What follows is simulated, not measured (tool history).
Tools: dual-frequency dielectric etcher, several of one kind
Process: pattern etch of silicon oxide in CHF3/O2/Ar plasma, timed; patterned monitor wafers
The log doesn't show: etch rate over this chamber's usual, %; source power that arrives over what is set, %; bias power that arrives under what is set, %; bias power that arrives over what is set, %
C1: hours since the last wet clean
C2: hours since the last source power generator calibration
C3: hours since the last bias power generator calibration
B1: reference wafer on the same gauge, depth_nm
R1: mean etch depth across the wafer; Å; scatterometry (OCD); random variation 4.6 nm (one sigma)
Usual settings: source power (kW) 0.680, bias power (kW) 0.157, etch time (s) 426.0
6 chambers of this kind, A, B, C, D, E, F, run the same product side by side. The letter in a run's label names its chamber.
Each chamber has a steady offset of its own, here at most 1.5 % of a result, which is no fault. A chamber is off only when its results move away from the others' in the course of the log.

run 1C hour=2.3 | source_power_(kW)=0.680 bias_power_(kW)=0.157 etch_time_(s)=426.0 | C1=333.4 C2=123.4 C3=2250.3 | B1=772.16 | R1=8326.4
run 2E hour=5.5 | source_power_(kW)=0.680 bias_power_(kW)=0.157 etch_time_(s)=426.0 | C1=85.1 C2=4007.8 C3=1129.0 | B1=772.27 | R1=8364.2
run 3F hour=9.5 | source_power_(kW)=0.680 bias_power_(kW)=0.157 etch_time_(s)=426.0 | C1=55.5 C2=1216.7 C3=1791.9 | B1=772.98 | R1=8428.6
run 4B hour=12.3 | source_power_(kW)=0.680 bias_power_(kW)=0.157 etch_time_(s)=426.0 | C1=393.9 C2=1040.2 C3=2095.8 | B1=772.99 | R1=8352.0
run 5D hour=14.3 | source_power_(kW)=0.680 bias_power_(kW)=0.157 etch_time_(s)=426.0 | C1=357.2 C2=672.8 C3=294.0 | B1=774.09 | R1=8433.7
run 6A hour=16.4 | source_power_(kW)=0.680 bias_power_(kW)=0.157 etch_time_(s)=426.0 | C1=411.8 C2=2244.8 C3=2974.4 | B1=772.64 | R1=8495.5
run 7F hour=19.9 | source_power_(kW)=0.680 bias_power_(kW)=0.172 etch_time_(s)=426.0 | C1=65.9 C2=1227.1 C3=1802.3 | B1=772.81 | R1=8747.2
run 8A hour=21.9 | source_power_(kW)=0.680 bias_power_(kW)=0.172 etch_time_(s)=426.0 | C1=417.3 C2=2250.3 C3=2979.9 | B1=773.22 | R1=8778.7
-- hour=25.5 chamber B: wet clean of the chamber
run 9C hour=25.6 | source_power_(kW)=0.680 bias_power_(kW)=0.172 etch_time_(s)=426.0 | C1=356.7 C2=146.7 C3=2273.6 | B1=773.58 | R1=8528.3
run 10D hour=29.4 | source_power_(kW)=0.680 bias_power_(kW)=0.172 etch_time_(s)=426.0 | C1=372.3 C2=687.9 C3=309.1 | B1=773.03 | R1=8699.9
run 11E hour=33.0 | source_power_(kW)=0.680 bias_power_(kW)=0.172 etch_time_(s)=426.0 | C1=112.6 C2=4035.3 C3=1156.5 | B1=773.68 | R1=8659.9
run 12B hour=36.6 | source_power_(kW)=0.680 bias_power_(kW)=0.172 etch_time_(s)=426.0 | C1=11.2 C2=1064.5 C3=2120.1 | B1=773.51 | R1=8633.6
run 13E hour=38.4 | source_power_(kW)=0.680 bias_power_(kW)=0.157 etch_time_(s)=426.0 | C1=118.0 C2=4040.7 C3=1161.9 | B1=772.11 | R1=8471.9
run 14C hour=41.8 | source_power_(kW)=0.680 bias_power_(kW)=0.157 etch_time_(s)=426.0 | C1=372.9 C2=162.9 C3=2289.8 | B1=773.24 | R1=8377.7
run 15B hour=45.8 | source_power_(kW)=0.680 bias_power_(kW)=0.157 etch_time_(s)=426.0 | C1=20.4 C2=1073.7 C3=2129.3 | B1=772.99 | R1=8327.5
run 16D hour=48.9 | source_power_(kW)=0.680 bias_power_(kW)=0.157 etch_time_(s)=426.0 | C1=391.8 C2=707.4 C3=328.6 | B1=772.96 | R1=8417.5
run 17A hour=52.7 | source_power_(kW)=0.680 bias_power_(kW)=0.157 etch_time_(s)=426.0 | C1=448.1 C2=2281.1 C3=3010.7 | B1=772.14 | R1=8372.1
run 18F hour=54.9 | source_power_(kW)=0.680 bias_power_(kW)=0.157 etch_time_(s)=426.0 | C1=100.9 C2=1262.1 C3=1837.3 | B1=774.25 | R1=8535.6
run 19A hour=58.4 | source_power_(kW)=0.820 bias_power_(kW)=0.157 etch_time_(s)=502.5 | C1=453.8 C2=2286.8 C3=3016.4 | B1=773.50 | R1=10618.0
run 20C hour=62.3 | source_power_(kW)=0.820 bias_power_(kW)=0.157 etch_time_(s)=502.5 | C1=393.4 C2=183.4 C3=2310.3 | B1=773.36 | R1=10607.0
run 21F hour=66.4 | source_power_(kW)=0.820 bias_power_(kW)=0.157 etch_time_(s)=502.5 | C1=112.4 C2=1273.6 C3=1848.8 | B1=773.58 | R1=10660.0
run 22E hour=68.7 | source_power_(kW)=0.820 bias_power_(kW)=0.157 etch_time_(s)=502.5 | C1=148.3 C2=4071.0 C3=1192.2 | B1=773.64 | R1=10635.0
run 23D hour=71.9 | source_power_(kW)=0.820 bias_power_(kW)=0.157 etch_time_(s)=502.5 | C1=414.8 C2=730.4 C3=351.6 | B1=773.41 | R1=10687.0
run 24B hour=74.8 | source_power_(kW)=0.820 bias_power_(kW)=0.157 etch_time_(s)=502.5 | C1=49.4 C2=1102.7 C3=2158.3 | B1=772.99 | R1=10685.0
run 25F hour=78.9 | source_power_(kW)=0.680 bias_power_(kW)=0.157 etch_time_(s)=426.0 | C1=124.9 C2=1286.1 C3=1861.3 | B1=774.02 | R1=8391.5
run 26E hour=80.9 | source_power_(kW)=0.680 bias_power_(kW)=0.157 etch_time_(s)=426.0 | C1=160.5 C2=4083.2 C3=1204.4 | B1=774.18 | R1=8416.5
run 27A hour=83.1 | source_power_(kW)=0.830 bias_power_(kW)=0.157 etch_time_(s)=426.0 | C1=478.5 C2=2311.5 C3=3041.1 | B1=773.27 | R1=9113.8
run 28D hour=85.7 | source_power_(kW)=0.830 bias_power_(kW)=0.157 etch_time_(s)=426.0 | C1=428.6 C2=744.2 C3=365.4 | B1=773.32 | R1=9086.2
run 29C hour=89.3 | source_power_(kW)=0.830 bias_power_(kW)=0.157 etch_time_(s)=426.0 | C1=420.4 C2=210.4 C3=2337.3 | B1=771.58 | R1=9015.9
run 30B hour=92.8 | source_power_(kW)=0.830 bias_power_(kW)=0.157 etch_time_(s)=426.0 | C1=67.4 C2=1120.7 C3=2176.3 | B1=773.66 | R1=8983.3
run 31F hour=94.8 | source_power_(kW)=0.830 bias_power_(kW)=0.157 etch_time_(s)=426.0 | C1=140.8 C2=1302.0 C3=1877.2 | B1=772.78 | R1=9124.1
run 32A hour=96.7 | source_power_(kW)=0.830 bias_power_(kW)=0.157 etch_time_(s)=426.0 | C1=492.1 C2=2325.1 C3=3054.7 | B1=772.52 | R1=9111.8
run 33C hour=99.2 | source_power_(kW)=0.680 bias_power_(kW)=0.157 etch_time_(s)=426.0 | C1=430.3 C2=220.3 C3=2347.2 | B1=772.65 | R1=8344.2
run 34B hour=102.5 | source_power_(kW)=0.680 bias_power_(kW)=0.157 etch_time_(s)=426.0 | C1=77.1 C2=1130.4 C3=2186.0 | B1=772.53 | R1=8357.5
run 35E hour=105.7 | source_power_(kW)=0.680 bias_power_(kW)=0.157 etch_time_(s)=426.0 | C1=185.3 C2=4108.0 C3=1229.2 | B1=773.25 | R1=8391.2
run 36D hour=108.4 | source_power_(kW)=0.680 bias_power_(kW)=0.157 etch_time_(s)=426.0 | C1=451.3 C2=766.9 C3=388.1 | B1=773.57 | R1=8396.2
run 37F hour=112.1 | source_power_(kW)=0.680 bias_power_(kW)=0.157 etch_time_(s)=426.0 | C1=158.1 C2=1319.3 C3=1894.5 | B1=773.00 | R1=8455.2
run 38B hour=116.2 | source_power_(kW)=0.680 bias_power_(kW)=0.157 etch_time_(s)=426.0 | C1=90.8 C2=1144.1 C3=2199.7 | B1=772.74 | R1=8387.2
run 39D hour=119.7 | source_power_(kW)=0.680 bias_power_(kW)=0.157 etch_time_(s)=426.0 | C1=462.6 C2=778.2 C3=399.4 | B1=772.84 | R1=8377.8
run 40E hour=121.9 | source_power_(kW)=0.680 bias_power_(kW)=0.157 etch_time_(s)=426.0 | C1=201.5 C2=4124.2 C3=1245.4 | B1=773.10 | R1=8356.8
run 41C hour=124.8 | source_power_(kW)=0.680 bias_power_(kW)=0.157 etch_time_(s)=426.0 | C1=455.9 C2=245.9 C3=2372.8 | B1=773.12 | R1=8311.7

Next, every chamber runs the same settings. What will each give?
run 42A hour=127.8 | source_power_(kW)=0.680 bias_power_(kW)=0.187 etch_time_(s)=426.0 | R1=?
run 42B hour=127.8 | source_power_(kW)=0.680 bias_power_(kW)=0.187 etch_time_(s)=426.0 | R1=?
run 42C hour=127.8 | source_power_(kW)=0.680 bias_power_(kW)=0.187 etch_time_(s)=426.0 | R1=?
run 42D hour=127.8 | source_power_(kW)=0.680 bias_power_(kW)=0.187 etch_time_(s)=426.0 | R1=?
run 42E hour=127.8 | source_power_(kW)=0.680 bias_power_(kW)=0.187 etch_time_(s)=426.0 | R1=?
run 42F hour=127.8 | source_power_(kW)=0.680 bias_power_(kW)=0.187 etch_time_(s)=426.0 | R1=?

run=42A R1=8890.7
run=42B R1=8907.2
run=42C R1=8841.9
run=42D R1=8957.9
run=42E R1=8993.5
run=42F R1=8922.8
